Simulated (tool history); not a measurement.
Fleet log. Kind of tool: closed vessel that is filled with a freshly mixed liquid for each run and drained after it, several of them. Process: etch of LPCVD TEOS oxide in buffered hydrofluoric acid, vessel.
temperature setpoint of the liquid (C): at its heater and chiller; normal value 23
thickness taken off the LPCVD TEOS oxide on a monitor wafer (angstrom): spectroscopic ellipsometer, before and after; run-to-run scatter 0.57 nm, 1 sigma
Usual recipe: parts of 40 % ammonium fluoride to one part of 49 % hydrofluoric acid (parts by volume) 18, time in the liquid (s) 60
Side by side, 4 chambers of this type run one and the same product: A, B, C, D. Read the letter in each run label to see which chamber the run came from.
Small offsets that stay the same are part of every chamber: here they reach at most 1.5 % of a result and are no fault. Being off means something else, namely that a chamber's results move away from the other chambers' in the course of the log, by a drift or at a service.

run   hour  temperature setpoint of the liquid (C)  parts of 40 % ammonium fluoride to one part of 49 % hydrofluoric acid (parts by volume)  time in the liquid (s)  hours since the thermometer was replaced  hours since the hydrofluoric acid flow meter was replaced  read-back film thickness of the LPCVD TEOS oxide reference wafer, read on the same gauge (nm)  thickness taken off the LPCVD TEOS oxide on a monitor wafer (angstrom)
 1D    7.2                                      23                                                                                       18                      60                                     677.8                                                       70.3                                                                                            130                                                                  1293.6
 2B     14                                      23                                                                                       18                      60                                       340                                                      258.7                                                                                         130.01                                                                  1255.8
 3A   28.6                                      23                                                                                       18                      60                                     183.2                                                      767.3                                                                                         129.98                                                                  1271.1
 4C   42.8                                      23                                                                                       18                      60                                     995.5                                                      973.5                                                                                         129.99                                                                  1260.9
      44.8  -- chamber A: hydrofluoric acid flow meter replaced
 5A   51.5                                      23                                                                                       18                      60                                     206.1                                                        6.7                                                                                         130.01                                                                  1256.9
 6C   57.8                                      23                                                                                       18                      60                                    1010.5                                                      988.5                                                                                         130.01                                                                  1266.9
 7D   70.8                                      23                                                                                       18                      60                                     741.4                                                      133.9                                                                                         130.02                                                                    1279
 8B   84.8                                      23                                                                                       18                      60                                     410.8                                                      329.5                                                                                            130                                                                  1253.1
 9B   93.3                                      23                                                                                       18                      60                                     419.3                                                        338                                                                                            130                                                                  1247.2
10D    104                                      23                                                                                       18                      60                                     774.6                                                      167.1                                                                                         130.03                                                                  1280.6
11A  114.4                                      23                                                                                       18                      60                                       269                                                       69.6                                                                                            130                                                                  1253.2
12C  125.9                                    26.5                                                                                       21                      60                                    1078.6                                                     1056.6                                                                                         130.01                                                                  1346.5
13C  134.8                                    26.5                                                                                       21                      60                                    1087.5                                                     1065.5                                                                                            130                                                                  1339.5
14B  141.6                                    26.5                                                                                       21                      60                                     467.6                                                      386.3                                                                                         130.01                                                                    1319
15D  154.3                                    26.5                                                                                       21                      60                                     824.9                                                      217.4                                                                                            130                                                                  1360.5
16A  161.2                                      23                                                                                       18                      60                                     315.8                                                      116.4                                                                                            130                                                                  1278.8
17D  173.2                                      23                                                                                       23                      35                                     843.8                                                      236.3                                                                                         129.97                                                                   613.7
18B  185.9                                      23                                                                                       23                      35                                     511.9                                                      430.6                                                                                            130                                                                  600.85
19A  196.8                                      23                                                                                       23                      35                                     351.4                                                        152                                                                                         129.97                                                                  599.44
20C  204.1                                      23                                                                                       23                      35                                    1156.8                                                     1134.8                                                                                            130                                                                  604.19
21B  214.2                                      23                                                                                       18                      60                                     540.2                                                      458.9                                                                                         130.02                                                                  1253.5
22D  221.2                                    20.5                                                                                       21                      60                                     891.8                                                      284.3                                                                                         129.98                                                                  969.78
23C  233.2                                    20.5                                                                                       21                      60                                    1185.9                                                     1163.9                                                                                         130.01                                                                  952.89
24A  244.8                                    20.5                                                                                       21                      60                                     399.4                                                        200                                                                                         130.03                                                                  954.32
25D  256.9                                    20.5                                                                                       21                      60                                     927.5                                                        320                                                                                            130                                                                  962.86
26B  264.1                                      23                                                                                       18                      60                                     590.1                                                      508.8                                                                                         129.99                                                                  1255.6
27A  276.7                                      23                                                                                       18                      60                                     431.3                                                      231.9                                                                                         130.01                                                                  1262.9
28C  290.2                                      23                                                                                       18                      60                                    1242.9                                                     1220.9                                                                                         129.98                                                                  1275.2
29C  303.5                                      23                                                                                       18                      60                                    1256.2                                                     1234.2                                                                                            130                                                                  1269.9
30B  315.7                                      23                                                                                       18                      60                                     641.7                                                      560.4                                                                                            130                                                                  1259.2

All 4 chambers run these settings next. Forecast each chamber's results:
31A  326.1                                      23                                                                                       18                      60                                                                                                                                                                                                                                                                           ?
31B  326.1                                      23                                                                                       18                      60                                                                                                                                                                                                                                                                           ?
31C  326.1                                      23                                                                                       18                      60                                                                                                                                                                                                                                                                           ?
31D  326.1                                      23                                                                                       18                      60                                                                                                                                                                                                                                                                           ?

run  thickness taken off the LPCVD TEOS oxide on a monitor wafer (angstrom)
31A                                                                    1264
31B                                                                    1265
31C                                                                  1272.5
31D                                                                  1285.5

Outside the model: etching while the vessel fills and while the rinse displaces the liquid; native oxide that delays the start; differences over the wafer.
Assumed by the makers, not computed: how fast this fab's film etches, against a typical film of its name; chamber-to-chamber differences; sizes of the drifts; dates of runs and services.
